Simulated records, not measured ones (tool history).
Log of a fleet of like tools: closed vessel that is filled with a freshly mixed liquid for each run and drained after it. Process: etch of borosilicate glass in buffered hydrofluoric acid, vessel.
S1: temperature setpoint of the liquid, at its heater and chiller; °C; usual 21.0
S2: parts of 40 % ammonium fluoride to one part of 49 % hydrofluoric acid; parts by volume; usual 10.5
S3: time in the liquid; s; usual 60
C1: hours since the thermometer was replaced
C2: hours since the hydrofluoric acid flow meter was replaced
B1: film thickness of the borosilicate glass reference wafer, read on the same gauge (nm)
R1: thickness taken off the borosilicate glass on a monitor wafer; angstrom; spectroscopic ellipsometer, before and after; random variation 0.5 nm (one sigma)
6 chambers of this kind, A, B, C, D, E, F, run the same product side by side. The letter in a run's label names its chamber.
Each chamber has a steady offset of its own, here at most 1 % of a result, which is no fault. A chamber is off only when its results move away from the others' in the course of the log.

Run 1D, hour 8.6: usual settings; C1 2157.9; C2 228.8; B1 79.984. Result: R1 607.68 angstrom.
Run 2E, hour 18.3: usual settings; C1 2271.8; C2 418.8; B1 79.997. Result: R1 600.77 angstrom.
Run 3C, hour 26.4: usual settings; C1 570.9; C2 1043.9; B1 79.987. Result: R1 613.35 angstrom.
Run 4B, hour 33.6: usual settings; C1 64.3; C2 1677.2; B1 80.004. Result: R1 615.95 angstrom.
Run 5F, hour 42.4: usual settings but S2 7.5 parts by volume; C1 1616.5; C2 1014.1; B1 79.999. Result: R1 839.16 angstrom.
Run 6A, hour 47.9: usual settings but S2 7.5 parts by volume; C1 337.6; C2 355.0; B1 79.983. Result: R1 820.66 angstrom.
Run 7D, hour 53.9: usual settings but S2 7.5 parts by volume; C1 2203.2; C2 274.1; B1 79.984. Result: R1 824.41 angstrom.
Run 8F, hour 64.2: usual settings but S2 7.5 parts by volume; C1 1638.3; C2 1035.9; B1 79.980. Result: R1 825.76 angstrom.
Run 9A, hour 73.8: usual settings but S2 7.5 parts by volume; C1 363.5; C2 380.9; B1 80.005. Result: R1 822.82 angstrom.
Run 10C, hour 82.6: usual settings but S2 7.5 parts by volume; C1 627.1; C2 1100.1; B1 80.026. Result: R1 849.60 angstrom.
Run 11E, hour 88.8: usual settings; C1 2342.3; C2 489.3; B1 80.039. Result: R1 605.65 angstrom.
Run 12B, hour 97.2: usual settings; C1 127.9; C2 1740.8; B1 79.995. Result: R1 608.54 angstrom.
Run 13B, hour 103.2: usual settings; C1 133.9; C2 1746.8; B1 80.000. Result: R1 606.89 angstrom.
Run 14A, hour 108.4: usual settings; C1 398.1; C2 415.5; B1 79.977. Result: R1 597.51 angstrom.
Run 15D, hour 115.4: usual settings but S1 19.5 °C, S2 7.0 parts by volume; C1 2264.7; C2 335.6; B1 80.020. Result: R1 839.55 angstrom.
Run 16C, hour 123.9: usual settings but S1 19.5 °C, S2 7.0 parts by volume; C1 668.4; C2 1141.4; B1 79.999. Result: R1 836.77 angstrom.
Run 17E, hour 130.9: usual settings but S1 19.5 °C, S2 7.0 parts by volume; C1 2384.4; C2 531.4; B1 79.990. Result: R1 829.48 angstrom.
At hour 131.6: chamber D: thermometer replaced.
At hour 137.6: chamber E: thermometer replaced.
Run 18F, hour 141.4: usual settings but S1 19.5 °C, S2 7.0 parts by volume; C1 1715.5; C2 1113.1; B1 80.001. Result: R1 834.51 angstrom.
Run 19C, hour 151.4: usual settings but S1 19.5 °C, S2 7.0 parts by volume; C1 695.9; C2 1168.9; B1 79.991. Result: R1 835.00 angstrom.
Run 20A, hour 161.2: usual settings but S1 19.5 °C, S2 7.0 parts by volume; C1 450.9; C2 468.3; B1 79.998. Result: R1 809.11 angstrom.
Run 21D, hour 167.1: usual settings; C1 35.6; C2 387.3; B1 79.996. Result: R1 617.38 angstrom.
Run 22B, hour 173.2: usual settings; C1 203.9; C2 1816.8; B1 80.013. Result: R1 610.45 angstrom.
Run 23E, hour 179.7: usual settings; C1 42.2; C2 580.2; B1 80.007. Result: R1 601.18 angstrom.
Run 24F, hour 184.8: usual settings but S1 23.0 °C, S3 50 s; C1 1758.9; C2 1156.5; B1 80.005. Result: R1 553.90 angstrom.
Run 25F, hour 193.8: usual settings but S1 23.0 °C, S3 50 s; C1 1767.9; C2 1165.5; B1 79.972. Result: R1 567.65 angstrom.
Run 26A, hour 201.3: usual settings but S1 23.0 °C, S3 50 s; C1 491.0; C2 508.4; B1 80.008. Result: R1 551.91 angstrom.
Run 27C, hour 207.4: usual settings but S1 23.0 °C, S3 50 s; C1 751.9; C2 1224.9; B1 80.000. Result: R1 560.69 angstrom.
Run 28E, hour 215.1: usual settings but S1 23.0 °C, S3 50 s; C1 77.6; C2 615.6; B1 80.010. Result: R1 562.75 angstrom.
Run 29B, hour 223.6: usual settings but S1 23.0 °C, S3 50 s; C1 254.3; C2 1867.2; B1 79.989. Result: R1 569.57 angstrom.
Run 30D, hour 230.5: usual settings; C1 99.0; C2 450.7; B1 80.001. Result: R1 635.73 angstrom.
Run 31B, hour 239.7: usual settings; C1 270.4; C2 1883.3; B1 80.013. Result: R1 616.83 angstrom.
At hour 240.4: chamber C: hydrofluoric acid flow meter replaced.
Run 32C, hour 246.7: usual settings; C1 791.2; C2 6.3; B1 80.013. Result: R1 608.46 angstrom.
Run 33E, hour 257.5: usual settings; C1 120.0; C2 658.0; B1 79.981. Result: R1 604.93 angstrom.
Run 34F, hour 264.4: usual settings; C1 1838.5; C2 1236.1; B1 79.990. Result: R1 595.72 angstrom.
Run 35D, hour 272.9: usual settings; C1 141.4; C2 493.1; B1 80.013. Result: R1 642.13 angstrom.
Run 36A, hour 283.1: usual settings; C1 572.8; C2 590.2; B1 80.007. Result: R1 604.58 angstrom.
Run 37D, hour 288.2: usual settings; C1 156.7; C2 508.4; B1 80.004. Result: R1 658.16 angstrom.
Run 38B, hour 296.9: usual settings; C1 327.6; C2 1940.5; B1 80.002. Result: R1 616.11 angstrom.
Run 39F, hour 302.5: usual settings; C1 1876.6; C2 1274.2; B1 80.006. Result: R1 612.16 angstrom.

Is one chamber off against the others, does the gauge drift, or is nothing wrong? If a chamber is off, say which, and what the likeliest cause is.

Chamber D drifts away from the others.
Cause: hydrofluoric acid flow above the setpoint (%) = 12.

Here are 4 candidates for chamber D's next run, each the usual settings with a change, their results left as question marks. Which one brings its results back in line with what the others give on the usual settings?
In line means no further than this from the other chambers' mean on the usual settings: R1 17.00 angstrom
Run 40D-1, hour 310.3: usual settings but S3 65 s. Result: R1 ?.
Run 40D-2, hour 310.3: usual settings but S1 20.5 °C. Result: R1 ?.
Run 40D-3, hour 310.3: usual settings but S3 55 s. Result: R1 ?.
Run 40D-4, hour 310.3: usual settings but S1 21.5 °C. Result: R1 ?.

The other chambers' mean on the usual settings: R1 605.59 angstrom
  run      R1
40D-1  715.69
40D-2  642.89
40D-3  605.58
40D-4  678.81
40D-3 brings the chamber back in line.
